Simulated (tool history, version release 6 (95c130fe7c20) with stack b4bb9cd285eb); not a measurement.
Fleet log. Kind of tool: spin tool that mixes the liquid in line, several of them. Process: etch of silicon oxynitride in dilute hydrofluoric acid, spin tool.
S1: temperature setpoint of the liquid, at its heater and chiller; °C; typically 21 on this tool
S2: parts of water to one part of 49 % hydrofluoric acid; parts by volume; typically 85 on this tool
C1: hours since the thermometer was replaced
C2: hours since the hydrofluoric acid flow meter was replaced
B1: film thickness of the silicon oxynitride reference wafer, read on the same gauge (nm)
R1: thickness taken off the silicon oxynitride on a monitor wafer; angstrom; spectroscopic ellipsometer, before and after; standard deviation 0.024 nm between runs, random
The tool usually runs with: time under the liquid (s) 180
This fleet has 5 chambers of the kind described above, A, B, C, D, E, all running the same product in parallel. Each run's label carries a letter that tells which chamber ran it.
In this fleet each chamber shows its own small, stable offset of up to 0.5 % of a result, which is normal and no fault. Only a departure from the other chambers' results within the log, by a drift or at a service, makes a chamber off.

run 1A day=0.308 | S1=21 S2=85 time_under_the_liquid_(s)=180 | C1=1157.0 C2=663.9 | B1=40.003 | R1=28.574
-- day=0.412 chamber C: hydrofluoric acid flow meter replaced
run 2D day=0.621 | S1=21 S2=85 time_under_the_liquid_(s)=180 | C1=265.1 C2=299.9 | B1=40.015 | R1=28.499
run 3C day=0.975 | S1=21 S2=85 time_under_the_liquid_(s)=180 | C1=1033.9 C2=13.6 | B1=39.994 | R1=29.191
run 4B day=1.179 | S1=21 S2=85 time_under_the_liquid_(s)=180 | C1=1919.1 C2=375.6 | B1=39.964 | R1=29.274
run 5E day=1.462 | S1=21 S2=85 time_under_the_liquid_(s)=180 | C1=347.6 C2=1745.2 | B1=40.018 | R1=28.601
run 6B day=1.858 | S1=21 S2=85 time_under_the_liquid_(s)=180 | C1=1935.4 C2=391.9 | B1=40.007 | R1=28.615
run 7D day=2.117 | S1=21 S2=85 time_under_the_liquid_(s)=180 | C1=301.0 C2=335.8 | B1=40.011 | R1=28.475
run 8A day=2.388 | S1=21 S2=85 time_under_the_liquid_(s)=180 | C1=1206.9 C2=713.8 | B1=40.012 | R1=28.712
run 9E day=2.692 | S1=21 S2=85 time_under_the_liquid_(s)=180 | C1=377.1 C2=1774.7 | B1=39.961 | R1=28.616
run 10C day=2.912 | S1=21 S2=85 time_under_the_liquid_(s)=180 | C1=1080.4 C2=60.1 | B1=40.012 | R1=28.616
run 11C day=3.362 | S1=21 S2=85 time_under_the_liquid_(s)=180 | C1=1091.2 C2=70.9 | B1=40.006 | R1=28.497
run 12B day=3.771 | S1=21 S2=85 time_under_the_liquid_(s)=180 | C1=1981.3 C2=437.8 | B1=39.964 | R1=29.173
run 13E day=4.192 | S1=21 S2=110 time_under_the_liquid_(s)=230 | C1=413.1 C2=1810.7 | B1=39.985 | R1=27.849
-- day=4.462 chamber B: thermometer replaced
run 14A day=4.633 | S1=21 S2=110 time_under_the_liquid_(s)=230 | C1=1260.8 C2=767.7 | B1=39.971 | R1=27.675
run 15D day=4.983 | S1=21 S2=110 time_under_the_liquid_(s)=230 | C1=369.8 C2=404.6 | B1=39.984 | R1=27.764
run 16E day=5.321 | S1=21 S2=110 time_under_the_liquid_(s)=230 | C1=440.2 C2=1837.8 | B1=39.995 | R1=28.127
run 17C day=5.608 | S1=21 S2=110 time_under_the_liquid_(s)=230 | C1=1145.1 C2=124.8 | B1=40.002 | R1=28.118
run 18B day=5.850 | S1=21 S2=85 time_under_the_liquid_(s)=180 | C1=33.3 C2=487.7 | B1=39.995 | R1=28.354
run 19D day=6.296 | S1=21 S2=85 time_under_the_liquid_(s)=115 | C1=401.3 C2=436.1 | B1=40.023 | R1=18.459
run 20A day=6.575 | S1=21 S2=85 time_under_the_liquid_(s)=115 | C1=1307.4 C2=814.3 | B1=39.982 | R1=18.548
-- day=6.750 chamber B: hydrofluoric acid flow meter replaced
run 21A day=6.883 | S1=21 S2=85 time_under_the_liquid_(s)=115 | C1=1314.8 C2=821.7 | B1=40.004 | R1=19.035
run 22D day=7.100 | S1=21 S2=85 time_under_the_liquid_(s)=115 | C1=420.6 C2=455.4 | B1=40.020 | R1=18.407
run 23B day=7.338 | S1=21 S2=85 time_under_the_liquid_(s)=115 | C1=69.0 C2=14.2 | B1=40.016 | R1=18.195
run 24C day=7.721 | S1=21 S2=85 time_under_the_liquid_(s)=180 | C1=1195.8 C2=175.5 | B1=39.973 | R1=28.944
run 25E day=7.929 | S1=21 S2=85 time_under_the_liquid_(s)=180 | C1=502.8 C2=1900.4 | B1=39.971 | R1=28.792
run 26C day=8.150 | S1=21 S2=85 time_under_the_liquid_(s)=180 | C1=1206.1 C2=185.8 | B1=39.993 | R1=28.507
run 27A day=8.479 | S1=21 S2=85 time_under_the_liquid_(s)=180 | C1=1353.1 C2=860.0 | B1=40.008 | R1=29.938
run 28E day=8.725 | S1=21 S2=85 time_under_the_liquid_(s)=180 | C1=521.9 C2=1919.5 | B1=40.021 | R1=28.551
run 29B day=8.971 | S1=21 S2=85 time_under_the_liquid_(s)=180 | C1=108.2 C2=53.4 | B1=40.007 | R1=28.898
run 30D day=9.183 | S1=21 S2=85 time_under_the_liquid_(s)=180 | C1=470.6 C2=505.4 | B1=40.028 | R1=28.787
run 31B day=9.442 | S1=21 S2=85 time_under_the_liquid_(s)=180 | C1=119.5 C2=64.7 | B1=40.025 | R1=28.323
run 32C day=9.783 | S1=21 S2=85 time_under_the_liquid_(s)=180 | C1=1245.3 C2=225.0 | B1=39.955 | R1=28.748
-- day=10.154 chamber E: hydrofluoric acid flow meter replaced
run 33D day=10.208 | S1=21 S2=85 time_under_the_liquid_(s)=180 | C1=495.2 C2=530.0 | B1=39.997 | R1=28.885
run 34A day=10.596 | S1=21 S2=85 time_under_the_liquid_(s)=180 | C1=1403.9 C2=910.8 | B1=39.936 | R1=30.168
run 35E day=11.025 | S1=21 S2=85 time_under_the_liquid_(s)=180 | C1=577.1 C2=20.9 | B1=39.980 | R1=28.867
run 36A day=11.421 | S1=21 S2=85 time_under_the_liquid_(s)=180 | C1=1423.7 C2=930.6 | B1=39.989 | R1=30.549
run 37B day=11.725 | S1=21 S2=85 time_under_the_liquid_(s)=260 | C1=174.3 C2=119.5 | B1=40.022 | R1=41.532
-- day=12.075 chamber E: thermometer replaced
run 38C day=12.171 | S1=21 S2=85 time_under_the_liquid_(s)=260 | C1=1302.6 C2=282.3 | B1=40.026 | R1=41.317
run 39E day=12.538 | S1=21 S2=85 time_under_the_liquid_(s)=260 | C1=11.1 C2=57.2 | B1=40.027 | R1=41.415
run 40D day=12.738 | S1=21 S2=85 time_under_the_liquid_(s)=260 | C1=555.9 C2=590.7 | B1=39.980 | R1=41.773
run 41C day=13.142 | S1=21 S2=85 time_under_the_liquid_(s)=260 | C1=1325.9 C2=305.6 | B1=40.023 | R1=41.578
run 42A day=13.367 | S1=21 S2=85 time_under_the_liquid_(s)=180 | C1=1470.4 C2=977.3 | B1=39.996 | R1=31.215

What goes on in this fleet: one chamber off, a drifting gauge, or nothing beyond the chambers' own small offsets? Name the chamber and the cause, if any.

It is chamber A that slowly wanders off from its peers.
Likeliest cause: hydrofluoric acid flow above the setpoint (%) = 8.87.
Not necessarily distinguishable in this log from: liquid hotter than its thermometer reads (K).

Here are 4 candidates for chamber A's next run, each the usual settings with a change, their results left as question marks. Which one brings its results back in line with what the others give on the usual settings?
In-line tolerance around the mean of the other chambers on the usual settings: R1 0.830 angstrom
run 43A-1 day=13.696 | S1=19 S2=85 time_under_the_liquid_(s)=180 | R1=?
run 43A-2 day=13.696 | S1=21 S2=85 time_under_the_liquid_(s)=150 | R1=?
run 43A-3 day=13.696 | S1=21 S2=85 time_under_the_liquid_(s)=195 | R1=?
run 43A-4 day=13.696 | S1=21 S2=85 time_under_the_liquid_(s)=215 | R1=?

The other chambers' mean on the usual settings: R1 28.712 angstrom
run=43A-1 R1=28.626
run=43A-2 R1=26.299
run=43A-3 R1=34.189
run=43A-4 R1=37.695
The right change is 43A-1: it brings the chamber back within the allowed miss of the others.

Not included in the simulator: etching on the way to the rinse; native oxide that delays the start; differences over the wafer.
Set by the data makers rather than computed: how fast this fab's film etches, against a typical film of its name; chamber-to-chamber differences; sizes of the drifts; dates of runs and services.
